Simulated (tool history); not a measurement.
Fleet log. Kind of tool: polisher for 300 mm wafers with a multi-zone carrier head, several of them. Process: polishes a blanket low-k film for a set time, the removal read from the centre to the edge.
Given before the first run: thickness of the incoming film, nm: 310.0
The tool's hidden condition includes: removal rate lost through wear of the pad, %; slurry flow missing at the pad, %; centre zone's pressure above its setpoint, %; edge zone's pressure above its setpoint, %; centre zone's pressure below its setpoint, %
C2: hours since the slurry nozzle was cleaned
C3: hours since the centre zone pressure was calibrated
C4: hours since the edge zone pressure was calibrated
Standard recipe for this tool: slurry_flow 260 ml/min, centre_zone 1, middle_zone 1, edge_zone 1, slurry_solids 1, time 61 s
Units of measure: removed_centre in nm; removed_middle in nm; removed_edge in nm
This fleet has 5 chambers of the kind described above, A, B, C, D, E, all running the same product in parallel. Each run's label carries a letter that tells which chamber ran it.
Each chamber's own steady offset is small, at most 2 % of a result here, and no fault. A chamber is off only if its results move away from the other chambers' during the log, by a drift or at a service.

-- hour=2.6 chamber E: worn pad replaced by a new one
run 1A hour=5.9 | slurry_flow=260 centre_zone=1 middle_zone=1 edge_zone=1 slurry_solids=1 time=61 | wafers_polished_on_this_pad=416 C2=200.5 C3=619.8 C4=394.6 | removed_centre=35.85 removed_middle=34.617 removed_edge=36.097
-- hour=12.9 chamber B: worn pad replaced by a new one
run 2C hour=15.4 | slurry_flow=260 centre_zone=1 middle_zone=1 edge_zone=1 slurry_solids=1 time=61 | wafers_polished_on_this_pad=977 C2=76.2 C3=491.6 C4=638.8 | removed_centre=34.758 removed_middle=34.472 removed_edge=35.03
run 3E hour=23.5 | slurry_flow=260 centre_zone=1 middle_zone=1 edge_zone=1 slurry_solids=1 time=61 | wafers_polished_on_this_pad=137 C2=263.3 C3=783.1 C4=198 | removed_centre=36.143 removed_middle=35.034 removed_edge=35.297
-- hour=24.7 chamber A: slurry nozzle cleaned
run 4B hour=30.6 | slurry_flow=260 centre_zone=1 middle_zone=1 edge_zone=1 slurry_solids=1 time=61 | wafers_polished_on_this_pad=115 C2=504.3 C3=300.8 C4=518.7 | removed_centre=35.616 removed_middle=35.439 removed_edge=35.464
-- hour=35.4 chamber C: worn pad replaced by a new one
run 5D hour=36.2 | slurry_flow=260 centre_zone=1 middle_zone=1 edge_zone=1 slurry_solids=1 time=61 | wafers_polished_on_this_pad=655 C2=104.8 C3=424.2 C4=471.8 | removed_centre=35.984 removed_middle=35.01 removed_edge=35.9
run 6A hour=43.9 | slurry_flow=260 centre_zone=1 middle_zone=1 edge_zone=1 slurry_solids=1 time=61 | wafers_polished_on_this_pad=664 C2=19.3 C3=657.8 C4=432.6 | removed_centre=35.18 removed_middle=35.55 removed_edge=35.97
-- hour=52.6 chamber E: centre zone pressure recalibrated
run 7E hour=54.2 | slurry_flow=260 centre_zone=1 middle_zone=1 edge_zone=1 slurry_solids=1 time=61 | wafers_polished_on_this_pad=337 C2=294 C3=1.6 C4=228.7 | removed_centre=35.461 removed_middle=34.706 removed_edge=35.034
run 8B hour=63.6 | slurry_flow=260 centre_zone=1 middle_zone=1 edge_zone=1 slurry_solids=1 time=61 | wafers_polished_on_this_pad=331 C2=537.3 C3=333.8 C4=551.7 | removed_centre=35.415 removed_middle=35.227 removed_edge=35.819
run 9D hour=71.7 | slurry_flow=260 centre_zone=1 middle_zone=1 edge_zone=1 slurry_solids=1 time=61 | wafers_polished_on_this_pad=886 C2=140.3 C3=459.7 C4=507.3 | removed_centre=35.674 removed_middle=35.566 removed_edge=34.36
run 10C hour=78.2 | slurry_flow=260 centre_zone=1 middle_zone=1 edge_zone=1 slurry_solids=1 time=61 | wafers_polished_on_this_pad=279 C2=139 C3=554.4 C4=701.6 | removed_centre=35.249 removed_middle=34.626 removed_edge=35.67
run 11D hour=84.4 | slurry_flow=260 centre_zone=1 middle_zone=1 edge_zone=1 slurry_solids=1 time=61 | wafers_polished_on_this_pad=969 C2=153 C3=472.4 C4=520 | removed_centre=35.807 removed_middle=35.457 removed_edge=35.751
-- hour=87.7 chamber D: worn pad replaced by a new one
run 12A hour=89 | slurry_flow=260 centre_zone=1 middle_zone=1 edge_zone=1 slurry_solids=1 time=61 | wafers_polished_on_this_pad=959 C2=64.4 C3=702.9 C4=477.7 | removed_centre=35.352 removed_middle=35.019 removed_edge=34.877
run 13C hour=93.7 | slurry_flow=260 centre_zone=1 middle_zone=1 edge_zone=1 slurry_solids=1 time=61 | wafers_polished_on_this_pad=380 C2=154.5 C3=569.9 C4=717.1 | removed_centre=35.064 removed_middle=35.69 removed_edge=34.241
-- hour=98.4 chamber E: slurry nozzle cleaned
run 14E hour=99.3 | slurry_flow=260 centre_zone=1 middle_zone=1 edge_zone=1 slurry_solids=1 time=61 | wafers_polished_on_this_pad=632 C2=0.9 C3=46.7 C4=273.8 | removed_centre=35.569 removed_middle=34.774 removed_edge=35.161
-- hour=102.7 chamber C: edge zone pressure recalibrated
run 15B hour=107.9 | slurry_flow=260 centre_zone=1 middle_zone=1 edge_zone=1 slurry_solids=1 time=61 | wafers_polished_on_this_pad=620 C2=581.6 C3=378.1 C4=596 | removed_centre=35.196 removed_middle=35.083 removed_edge=36.023
run 16E hour=117.2 | slurry_flow=325 centre_zone=1 middle_zone=1 edge_zone=1 slurry_solids=1 time=61 | wafers_polished_on_this_pad=748 C2=18.8 C3=64.6 C4=291.7 | removed_centre=36.519 removed_middle=35.724 removed_edge=36.15
run 17B hour=122.7 | slurry_flow=325 centre_zone=1 middle_zone=1 edge_zone=1 slurry_solids=1 time=61 | wafers_polished_on_this_pad=717 C2=596.4 C3=392.9 C4=610.8 | removed_centre=36.2 removed_middle=36.204 removed_edge=35.46
-- hour=123.8 chamber D: centre zone pressure recalibrated
-- hour=128.3 chamber E: worn pad replaced by a new one
run 18A hour=130.4 | slurry_flow=325 centre_zone=1 middle_zone=1 edge_zone=1 slurry_solids=1 time=61 | wafers_polished_on_this_pad=1229 C2=105.8 C3=744.3 C4=519.1 | removed_centre=36.276 removed_middle=36.129 removed_edge=36.233
run 19C hour=135.6 | slurry_flow=325 centre_zone=1 middle_zone=1 edge_zone=1 slurry_solids=1 time=61 | wafers_polished_on_this_pad=654 C2=196.4 C3=611.8 C4=32.9 | removed_centre=36.262 removed_middle=35.819 removed_edge=36.059
-- hour=137.3 chamber B: edge zone pressure recalibrated
-- hour=139.5 chamber A: worn pad replaced by a new one
run 20D hour=144 | slurry_flow=325 centre_zone=1 middle_zone=1 edge_zone=1 slurry_solids=1 time=61 | wafers_polished_on_this_pad=367 C2=212.6 C3=20.3 C4=579.6 | removed_centre=36.158 removed_middle=36.219 removed_edge=35.738
run 21C hour=151.6 | slurry_flow=260 centre_zone=1 middle_zone=1 edge_zone=1 slurry_solids=1 time=61 | wafers_polished_on_this_pad=758 C2=212.4 C3=627.8 C4=48.9 | removed_centre=36.156 removed_middle=34.773 removed_edge=34.973
run 22A hour=158.3 | slurry_flow=260 centre_zone=1 middle_zone=1 edge_zone=1 slurry_solids=1 time=61 | wafers_polished_on_this_pad=122 C2=133.7 C3=772.2 C4=547 | removed_centre=35.21 removed_middle=35.218 removed_edge=34.822
run 23E hour=167 | slurry_flow=260 centre_zone=1 middle_zone=1 edge_zone=1 slurry_solids=1 time=61 | wafers_polished_on_this_pad=253 C2=68.6 C3=114.4 C4=341.5 | removed_centre=35.532 removed_middle=34.907 removed_edge=35.016
-- hour=175.2 chamber B: worn pad replaced by a new one
run 24B hour=176.9 | slurry_flow=260 centre_zone=1 middle_zone=1 edge_zone=1 slurry_solids=1 time=61 | wafers_polished_on_this_pad=11 C2=650.6 C3=447.1 C4=39.7 | removed_centre=35.029 removed_middle=35.306 removed_edge=36.022
run 25D hour=187.4 | slurry_flow=260 centre_zone=1 middle_zone=1 edge_zone=1 slurry_solids=1 time=61 | wafers_polished_on_this_pad=651 C2=256 C3=63.7 C4=623 | removed_centre=35.586 removed_middle=35.068 removed_edge=35.302
-- hour=194.9 chamber C: worn pad replaced by a new one
run 26C hour=195.2 | slurry_flow=260 centre_zone=1 middle_zone=1 edge_zone=1 slurry_solids=1 time=61 | wafers_polished_on_this_pad=2 C2=256 C3=671.4 C4=92.5 | removed_centre=36.694 removed_middle=35.324 removed_edge=35.45
run 27D hour=205.1 | slurry_flow=260 centre_zone=1 middle_zone=1 edge_zone=1 slurry_solids=1 time=61 | wafers_polished_on_this_pad=766 C2=273.7 C3=81.4 C4=640.7 | removed_centre=35.729 removed_middle=35.836 removed_edge=35.265
run 28A hour=209.8 | slurry_flow=260 centre_zone=1 middle_zone=1 edge_zone=1 slurry_solids=1 time=61 | wafers_polished_on_this_pad=459 C2=185.2 C3=823.7 C4=598.5 | removed_centre=35.537 removed_middle=34.851 removed_edge=35.879
run 29E hour=220.2 | slurry_flow=260 centre_zone=1 middle_zone=1 edge_zone=1 slurry_solids=1 time=61 | wafers_polished_on_this_pad=600 C2=121.8 C3=167.6 C4=394.7 | removed_centre=35.506 removed_middle=34.958 removed_edge=36.562
-- hour=225.4 chamber A: slurry nozzle cleaned
run 30B hour=229.8 | slurry_flow=260 centre_zone=1 middle_zone=1 edge_zone=1 slurry_solids=1 time=61 | wafers_polished_on_this_pad=357 C2=703.5 C3=500 C4=92.6 | removed_centre=35.381 removed_middle=35.498 removed_edge=35.647
run 31A hour=236 | slurry_flow=260 centre_zone=1 middle_zone=1 edge_zone=1 slurry_solids=1 time=61 | wafers_polished_on_this_pad=630 C2=10.7 C3=849.9 C4=624.7 | removed_centre=35.379 removed_middle=35.291 removed_edge=35.483
run 32D hour=245 | slurry_flow=260 centre_zone=1 middle_zone=1 edge_zone=1 slurry_solids=1 time=61 | wafers_polished_on_this_pad=1027 C2=313.6 C3=121.3 C4=680.6 | removed_centre=35.212 removed_middle=35.458 removed_edge=35.899
-- hour=250.8 chamber D: worn pad replaced by a new one
run 33C hour=255 | slurry_flow=335 centre_zone=1 middle_zone=0.9 edge_zone=1 slurry_solids=1 time=61 | wafers_polished_on_this_pad=392 C2=315.8 C3=731.2 C4=152.3 | removed_centre=38.35 removed_middle=32.672 removed_edge=34.562
-- hour=255.9 chamber E: worn pad replaced by a new one
run 34E hour=261.1 | slurry_flow=335 centre_zone=1 middle_zone=0.9 edge_zone=1 slurry_solids=1 time=61 | wafers_polished_on_this_pad=34 C2=162.7 C3=208.5 C4=435.6 | removed_centre=37.139 removed_middle=32.553 removed_edge=35.321
run 35B hour=266.5 | slurry_flow=335 centre_zone=1 middle_zone=0.9 edge_zone=1 slurry_solids=1 time=61 | wafers_polished_on_this_pad=596 C2=740.2 C3=536.7 C4=129.3 | removed_centre=36.133 removed_middle=33.267 removed_edge=36.646
run 36E hour=273.2 | slurry_flow=335 centre_zone=1 middle_zone=0.9 edge_zone=1 slurry_solids=1 time=61 | wafers_polished_on_this_pad=113 C2=174.8 C3=220.6 C4=447.7 | removed_centre=36.908 removed_middle=31.718 removed_edge=36.157
run 37B hour=283.3 | slurry_flow=335 centre_zone=1 middle_zone=0.9 edge_zone=1 slurry_solids=1 time=61 | wafers_polished_on_this_pad=706 C2=757 C3=553.5 C4=146.1 | removed_centre=36.056 removed_middle=33.128 removed_edge=35.362
run 38D hour=289.1 | slurry_flow=260 centre_zone=1 middle_zone=1 edge_zone=1 slurry_solids=1 time=61 | wafers_polished_on_this_pad=250 C2=357.7 C3=165.4 C4=724.7 | removed_centre=36.012 removed_middle=35.253 removed_edge=35.253
run 39A hour=299.4 | slurry_flow=260 centre_zone=1 middle_zone=1 edge_zone=1 slurry_solids=1 time=61 | wafers_polished_on_this_pad=1044 C2=74.1 C3=913.3 C4=688.1 | removed_centre=35.445 removed_middle=34.899 removed_edge=36.145

For the next run the whole fleet of 5 chambers uses the same settings. Give each chamber's results:
run 40A hour=307.1 | slurry_flow=260 centre_zone=1 middle_zone=1 edge_zone=1 slurry_solids=1 time=61 | removed_centre=? removed_middle=? removed_edge=?
run 40B hour=307.1 | slurry_flow=260 centre_zone=1 middle_zone=1 edge_zone=1 slurry_solids=1 time=61 | removed_centre=? removed_middle=? removed_edge=?
run 40C hour=307.1 | slurry_flow=260 centre_zone=1 middle_zone=1 edge_zone=1 slurry_solids=1 time=61 | removed_centre=? removed_middle=? removed_edge=?
run 40D hour=307.1 | slurry_flow=260 centre_zone=1 middle_zone=1 edge_zone=1 slurry_solids=1 time=61 | removed_centre=? removed_middle=? removed_edge=?
run 40E hour=307.1 | slurry_flow=260 centre_zone=1 middle_zone=1 edge_zone=1 slurry_solids=1 time=61 | removed_centre=? removed_middle=? removed_edge=?

run=40A removed_centre=35.391 removed_middle=35.062 removed_edge=35.016
run=40B removed_centre=35.729 removed_middle=35.744 removed_edge=34.583
run=40C removed_centre=38.396 removed_middle=34.574 removed_edge=35.227
run=40D removed_centre=35.779 removed_middle=35.765 removed_edge=35.437
run=40E removed_centre=35.588 removed_middle=34.413 removed_edge=35.496
